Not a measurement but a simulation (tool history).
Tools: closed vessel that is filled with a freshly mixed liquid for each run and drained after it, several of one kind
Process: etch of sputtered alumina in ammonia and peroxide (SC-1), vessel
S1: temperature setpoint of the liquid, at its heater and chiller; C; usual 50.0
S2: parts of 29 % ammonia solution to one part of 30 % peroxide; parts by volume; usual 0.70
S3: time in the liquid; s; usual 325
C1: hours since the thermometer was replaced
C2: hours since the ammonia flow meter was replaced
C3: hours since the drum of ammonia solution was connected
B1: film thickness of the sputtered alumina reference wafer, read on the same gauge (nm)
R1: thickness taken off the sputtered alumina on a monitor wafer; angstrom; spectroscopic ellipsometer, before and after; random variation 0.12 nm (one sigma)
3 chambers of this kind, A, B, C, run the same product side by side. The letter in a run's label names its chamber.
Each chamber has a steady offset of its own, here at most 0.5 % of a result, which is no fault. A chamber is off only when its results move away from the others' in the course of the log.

run	hour	S1	S2	S3	C1	C2	C3	B1	R1
1B	6.9	50.0	0.70	325	494.7	1178.0	647.6	29.984	166.360
2A	12.3	50.0	0.70	325	3199.4	242.7	90.1	30.007	169.190
3C	18.8	50.0	0.70	325	1538.8	1264.4	837.8	29.985	166.680
4A	25.1	50.0	0.70	325	3212.2	255.5	102.9	30.045	169.640
5C	29.8	50.0	0.70	325	1549.8	1275.4	848.8	30.015	168.840
6B	35.7	50.0	0.70	325	523.5	1206.8	676.4	30.004	168.560
7C	40.4	50.0	0.70	325	1560.4	1286.0	859.4	29.984	169.380
8A	46.5	50.0	0.70	325	3233.6	276.9	124.3	30.013	166.750
9B	55.0	50.0	0.70	325	542.8	1226.1	695.7	30.032	165.860
10C	61.1	50.0	0.70	325	1581.1	1306.7	880.1	29.997	167.450
# hour 67.5: chamber B: ammonia flow meter replaced
11B	67.7	50.0	0.70	325	555.5	0.2	708.4	30.017	165.300
12A	72.5	50.0	0.70	325	3259.6	302.9	150.3	29.966	169.410
13B	79.0	50.0	0.70	325	566.8	11.5	719.7	29.988	166.680
14A	87.4	50.0	0.70	325	3274.5	317.8	165.2	30.018	166.350
# hour 91.4: chamber C: ammonia flow meter replaced
15C	95.6	50.0	0.70	325	1615.6	4.2	914.6	29.982	166.260
16C	101.1	50.0	0.70	325	1621.1	9.7	920.1	29.970	166.520
# hour 103.3: chamber A: thermometer replaced
17B	105.3	60.0	0.70	325	593.1	37.8	746.0	29.981	283.250
18A	114.0	60.0	0.70	325	10.7	344.4	191.8	30.048	284.150
19C	122.0	60.0	0.70	325	1642.0	30.6	941.0	29.989	275.660
20B	127.6	58.0	0.70	325	615.4	60.1	768.3	29.946	256.690
21A	135.3	58.0	0.70	325	32.0	365.7	213.1	29.950	254.440
22A	140.7	58.0	0.70	325	37.4	371.1	218.5	29.979	258.220
# hour 144.9: chamber C: new drum of ammonia solution connected
23C	148.9	50.0	0.70	325	1668.9	57.5	4.1	29.966	164.090
24B	157.6	50.0	0.70	325	645.4	90.1	798.3	29.959	166.210
# hour 160.8: chamber B: thermometer replaced
25A	166.2	50.0	0.70	325	62.9	396.6	244.0	29.986	168.730
26B	171.2	50.0	0.35	325	10.5	103.7	811.9	30.007	156.880
27C	178.8	50.0	0.35	325	1698.8	87.4	34.0	29.996	153.490
28B	186.6	50.0	0.35	325	25.9	119.1	827.3	29.960	157.980
29C	193.8	50.0	0.70	325	1713.8	102.4	49.0	29.982	162.740
30A	199.6	41.5	0.70	325	96.3	430.0	277.4	29.991	102.970
31B	208.5	41.5	0.70	325	47.8	141.0	849.2	30.032	104.060
32C	215.3	41.5	0.70	325	1735.3	123.9	70.5	29.941	100.420
33A	219.2	50.0	0.70	325	115.9	449.6	297.0	30.027	167.050
34C	224.1	40.5	0.40	325	1744.1	132.7	79.3	30.005	88.920
35A	230.2	40.5	0.40	325	126.9	460.6	308.0	30.024	93.148
36B	234.8	40.5	0.40	325	74.1	167.3	875.5	29.998	91.996
37A	242.2	50.0	0.70	325	138.9	472.6	320.0	30.015	168.980
38C	247.0	50.0	0.70	325	1767.0	155.6	102.2	29.967	159.930
39B	251.7	50.0	0.70	325	91.0	184.2	892.4	30.003	164.920
40B	259.4	50.0	0.70	325	98.7	191.9	900.1	29.995	166.740
41A	267.2	50.0	0.70	325	163.9	497.6	345.0	30.013	169.190
42C	272.4	50.0	0.70	170	1792.4	181.0	127.6	30.011	82.449
43C	279.2	50.0	0.70	170	1799.2	187.8	134.4	29.995	82.864

What goes on in this fleet: one chamber off, a drifting gauge, or nothing beyond the chambers' own small offsets? Name the chamber and the cause, if any.

Chamber C drifts away from the others.
Cause: liquid colder than its thermometer reads (K) = 1.17.

Here are 4 candidates for chamber C's next run, each the usual settings with a change, their results left as question marks. Which one brings its results back in line with what the others give on the usual settings?
In line means no further than this from the other chambers' mean on the usual settings: R1 4.100 angstrom
44C-1	285.7	50.0	0.70	330					?
44C-2	285.7	50.0	1.20	325					?
44C-3	285.7	50.0	0.60	325					?
44C-4	285.7	49.5	0.70	315					?

The other chambers' mean on the usual settings: R1 167.370 angstrom
run	R1
44C-1	159.530
44C-2	165.490
44C-3	154.780
44C-4	148.190
44C-2 brings the chamber back in line.
